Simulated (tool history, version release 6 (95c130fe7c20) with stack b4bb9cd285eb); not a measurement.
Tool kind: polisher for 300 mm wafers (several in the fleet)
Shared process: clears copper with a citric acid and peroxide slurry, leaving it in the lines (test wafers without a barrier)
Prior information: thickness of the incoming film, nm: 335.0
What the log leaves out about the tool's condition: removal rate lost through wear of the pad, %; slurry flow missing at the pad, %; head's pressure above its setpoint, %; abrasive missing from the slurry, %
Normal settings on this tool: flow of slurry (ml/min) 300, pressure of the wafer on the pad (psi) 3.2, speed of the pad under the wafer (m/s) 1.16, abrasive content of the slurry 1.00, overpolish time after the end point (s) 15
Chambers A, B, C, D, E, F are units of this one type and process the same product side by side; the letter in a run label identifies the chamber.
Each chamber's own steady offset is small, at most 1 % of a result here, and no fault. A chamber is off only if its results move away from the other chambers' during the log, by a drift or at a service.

| run | hour | flow of slurry (ml/min) | pressure of the wafer on the pad (psi) | speed of the pad under the wafer (m/s) | abrasive content of the slurry | overpolish time after the end point (s) | wafers polished on this pad | hours since the slurry nozzle was cleaned | hours since the head pressure was calibrated | hours since the slurry blender was calibrated | time until the end point was called (s) | dishing of a wide line in a test structure (angstrom) |
|---|---|---|---|---|---|---|---|---|---|---|---|---|
| 1E | 7.1 | 300 | 3.2 | 1.16 | 1.00 | 15 | 678 | 175.6 | 545.9 | 145.8 | 105.420 | 310.14 |
|  | 14.9 | chamber E: worn pad replaced by a new one |
| 2A | 15.8 | 300 | 3.2 | 1.16 | 1.00 | 15 | 558 | 31.4 | 289.5 | 196.7 | 103.590 | 310.66 |
| 3D | 27.2 | 300 | 3.2 | 1.16 | 1.00 | 15 | 953 | 204.4 | 1069.0 | 278.6 | 105.240 | 316.79 |
|  | 33.9 | chamber F: head pressure recalibrated |
| 4C | 36.9 | 300 | 3.2 | 1.16 | 1.00 | 15 | 454 | 449.4 | 61.0 | 182.4 | 103.140 | 307.56 |
|  | 41.2 | chamber B: worn pad replaced by a new one |
| 5F | 53.0 | 300 | 3.2 | 1.16 | 1.00 | 15 | 603 | 238.0 | 19.2 | 87.0 | 101.370 | 318.32 |
|  | 58.5 | chamber B: head pressure recalibrated |
|  | 59.2 | chamber B: slurry nozzle cleaned |
| 6B | 62.1 | 300 | 3.2 | 1.16 | 1.00 | 15 | 165 | 2.9 | 3.7 | 232.5 | 102.550 | 326.91 |
|  | 68.2 | chamber A: worn pad replaced by a new one |
|  | 75.4 | chamber D: worn pad replaced by a new one |
|  | 76.8 | chamber F: worn pad replaced by a new one |
| 7E | 77.5 | 300 | 3.2 | 1.16 | 1.00 | 15 | 495 | 246.0 | 616.3 | 216.2 | 104.880 | 319.79 |
|  | 78.2 | chamber F: slurry blender recalibrated |
|  | 79.1 | chamber C: worn pad replaced by a new one |
|  | 88.1 | chamber E: slurry nozzle cleaned |
| 8A | 89.7 | 300 | 3.2 | 1.16 | 1.00 | 15 | 170 | 105.3 | 363.4 | 270.6 | 103.070 | 322.46 |
| 9F | 101.1 | 300 | 3.2 | 1.16 | 1.00 | 15 | 192 | 286.1 | 67.3 | 22.9 | 102.700 | 330.86 |
|  | 108.0 | chamber A: head pressure recalibrated |
|  | 110.1 | chamber D: slurry blender recalibrated |
| 10C | 111.7 | 300 | 3.2 | 1.16 | 1.00 | 15 | 257 | 524.2 | 135.8 | 257.2 | 103.750 | 323.42 |
|  | 117.6 | chamber D: head pressure recalibrated |
| 11D | 121.4 | 300 | 3.2 | 1.16 | 1.00 | 15 | 363 | 298.6 | 3.9 | 11.3 | 104.360 | 324.30 |
|  | 129.5 | chamber E: worn pad replaced by a new one |
|  | 133.0 | chamber B: worn pad replaced by a new one |
| 12B | 137.7 | 300 | 3.2 | 1.16 | 1.00 | 15 | 37 | 78.5 | 79.3 | 308.1 | 102.420 | 326.08 |
|  | 149.7 | chamber F: slurry nozzle cleaned |
| 13D | 152.5 | 300 | 3.2 | 1.16 | 1.00 | 15 | 609 | 329.7 | 35.0 | 42.4 | 104.600 | 316.11 |
| 14A | 160.7 | 300 | 3.2 | 1.16 | 1.00 | 15 | 731 | 176.3 | 52.8 | 341.6 | 104.550 | 324.71 |
|  | 164.6 | chamber F: worn pad replaced by a new one |
|  | 166.3 | chamber A: worn pad replaced by a new one |
| 15C | 175.7 | 300 | 3.2 | 1.16 | 1.00 | 15 | 764 | 588.2 | 199.8 | 321.2 | 104.640 | 322.30 |
| 16F | 187.5 | 300 | 3.2 | 1.16 | 1.00 | 15 | 181 | 37.9 | 153.7 | 109.3 | 102.210 | 320.25 |
|  | 188.7 | chamber C: worn pad replaced by a new one |
| 17B | 195.3 | 300 | 3.2 | 1.16 | 1.00 | 15 | 493 | 136.1 | 136.9 | 365.7 | 103.990 | 318.07 |
|  | 195.6 | chamber F: slurry blender recalibrated |
|  | 198.4 | chamber E: slurry blender recalibrated |
| 18E | 207.4 | 300 | 3.2 | 1.16 | 1.00 | 15 | 616 | 119.3 | 746.2 | 9.0 | 104.160 | 311.18 |
|  | 216.2 | chamber E: worn pad replaced by a new one |
| 19D | 217.4 | 300 | 3.2 | 1.16 | 1.00 | 15 | 1123 | 394.6 | 99.9 | 107.3 | 104.480 | 314.47 |
|  | 221.8 | chamber B: worn pad replaced by a new one |
| 20C | 228.8 | 300 | 3.2 | 1.16 | 1.00 | 15 | 317 | 641.3 | 252.9 | 374.3 | 102.880 | 313.98 |
|  | 230.2 | chamber B: slurry blender recalibrated |
|  | 231.9 | chamber D: worn pad replaced by a new one |
|  | 239.3 | chamber D: slurry nozzle cleaned |
| 21B | 240.3 | 300 | 2.3 | 1.16 | 1.00 | 15 | 146 | 181.1 | 181.9 | 10.1 | 143.700 | 240.21 |
|  | 243.4 | chamber C: slurry blender recalibrated |
| 22A | 253.7 | 300 | 2.3 | 1.16 | 1.00 | 15 | 691 | 269.3 | 145.8 | 434.6 | 142.070 | 239.83 |
| 23F | 267.7 | 300 | 2.3 | 1.16 | 1.00 | 15 | 816 | 118.1 | 233.9 | 72.1 | 141.560 | 241.21 |
|  | 274.0 | chamber F: worn pad replaced by a new one |
| 24E | 275.3 | 300 | 2.3 | 1.16 | 1.00 | 15 | 467 | 187.2 | 814.1 | 76.9 | 144.180 | 243.92 |
|  | 279.6 | chamber A: slurry blender recalibrated |
|  | 286.4 | chamber C: worn pad replaced by a new one |
|  | 290.7 | chamber A: worn pad replaced by a new one |
| 25B | 290.8 | 300 | 2.3 | 1.16 | 1.00 | 15 | 545 | 231.6 | 232.4 | 60.6 | 144.260 | 242.43 |
| 26E | 302.7 | 300 | 2.3 | 1.16 | 1.00 | 15 | 684 | 214.6 | 841.5 | 104.3 | 143.980 | 238.83 |
|  | 310.2 | chamber E: slurry nozzle cleaned |
| 27A | 312.2 | 300 | 3.2 | 1.16 | 1.00 | 15 | 170 | 327.8 | 204.3 | 32.7 | 104.830 | 314.06 |
|  | 313.9 | chamber F: slurry blender recalibrated |
|  | 322.9 | chamber E: worn pad replaced by a new one |
| 28F | 324.5 | 300 | 3.2 | 1.16 | 1.00 | 15 | 399 | 174.9 | 290.7 | 10.6 | 103.040 | 307.58 |
|  | 325.6 | chamber B: worn pad replaced by a new one |
| 29C | 338.1 | 300 | 3.2 | 1.16 | 1.00 | 15 | 409 | 750.6 | 362.2 | 94.7 | 102.300 | 323.03 |
| 30D | 353.3 | 300 | 3.2 | 1.16 | 1.00 | 15 | 960 | 114.0 | 235.8 | 243.2 | 104.470 | 322.25 |
| 31B | 363.2 | 300 | 3.2 | 1.16 | 1.00 | 15 | 297 | 304.0 | 304.8 | 133.0 | 104.950 | 323.64 |
|  | 363.3 | chamber D: worn pad replaced by a new one |
| 32A | 371.5 | 300 | 3.2 | 1.16 | 1.00 | 15 | 639 | 387.1 | 263.6 | 92.0 | 103.720 | 310.52 |
| 33C | 379.3 | 300 | 3.2 | 1.16 | 1.00 | 15 | 735 | 791.8 | 403.4 | 135.9 | 103.400 | 321.80 |
|  | 380.7 | chamber C: worn pad replaced by a new one |
|  | 386.7 | chamber F: worn pad replaced by a new one |
| 34E | 387.9 | 300 | 3.2 | 1.16 | 1.00 | 15 | 514 | 77.8 | 926.7 | 189.5 | 105.130 | 324.78 |
| 35F | 397.6 | 300 | 3.2 | 1.16 | 1.00 | 15 | 86 | 248.0 | 363.8 | 83.7 | 102.050 | 325.62 |
|  | 410.1 | chamber A: worn pad replaced by a new one |
| 36D | 410.6 | 300 | 3.2 | 1.16 | 1.00 | 15 | 374 | 171.3 | 293.1 | 300.5 | 104.600 | 319.49 |
|  | 419.0 | chamber E: worn pad replaced by a new one |
| 37A | 420.4 | 300 | 3.2 | 1.16 | 1.00 | 15 | 81 | 436.0 | 312.5 | 140.9 | 103.170 | 327.62 |
|  | 424.5 | chamber B: worn pad replaced by a new one |
| 38D | 431.7 | 300 | 3.2 | 1.16 | 1.15 | 15 | 541 | 192.4 | 314.2 | 321.6 | 100.340 | 324.65 |
|  | 439.4 | chamber F: slurry blender recalibrated |
| 39C | 443.2 | 300 | 3.2 | 1.16 | 1.15 | 15 | 494 | 855.7 | 467.3 | 199.8 | 101.760 | 326.60 |
| 40E | 450.9 | 300 | 3.2 | 1.16 | 1.15 | 15 | 252 | 140.8 | 989.7 | 252.5 | 99.665 | 339.17 |
|  | 453.8 | chamber F: slurry nozzle cleaned |
| 41B | 464.6 | 300 | 3.2 | 1.16 | 1.15 | 15 | 317 | 405.4 | 406.2 | 234.4 | 101.620 | 331.20 |
| 42F | 479.0 | 300 | 3.2 | 1.16 | 1.15 | 15 | 729 | 25.2 | 445.2 | 39.7 | 99.841 | 323.79 |
| 43E | 491.4 | 300 | 3.2 | 1.16 | 1.15 | 15 | 573 | 181.3 | 1030.2 | 293.0 | 101.950 | 323.27 |
| 44D | 507.0 | 300 | 3.2 | 1.16 | 1.00 | 15 | 1136 | 267.7 | 389.5 | 396.9 | 104.110 | 334.52 |

Next, every chamber runs the same settings. What will each give?
| 45A | 518.7 | 300 | 3.2 | 1.16 | 1.00 | 20 |  |  |  |  | ? | ? |
| 45B | 518.7 | 300 | 3.2 | 1.16 | 1.00 | 20 |  |  |  |  | ? | ? |
| 45C | 518.7 | 300 | 3.2 | 1.16 | 1.00 | 20 |  |  |  |  | ? | ? |
| 45D | 518.7 | 300 | 3.2 | 1.16 | 1.00 | 20 |  |  |  |  | ? | ? |
| 45E | 518.7 | 300 | 3.2 | 1.16 | 1.00 | 20 |  |  |  |  | ? | ? |
| 45F | 518.7 | 300 | 3.2 | 1.16 | 1.00 | 20 |  |  |  |  | ? | ? |

| run | time until the end point was called (s) | dishing of a wide line in a test structure (angstrom) |
|---|---|---|
| 45A | 103.440 | 395.02 |
| 45B | 102.820 | 391.55 |
| 45C | 102.980 | 394.13 |
| 45D | 103.010 | 400.07 |
| 45E | 105.490 | 401.24 |
| 45F | 103.790 | 393.92 |
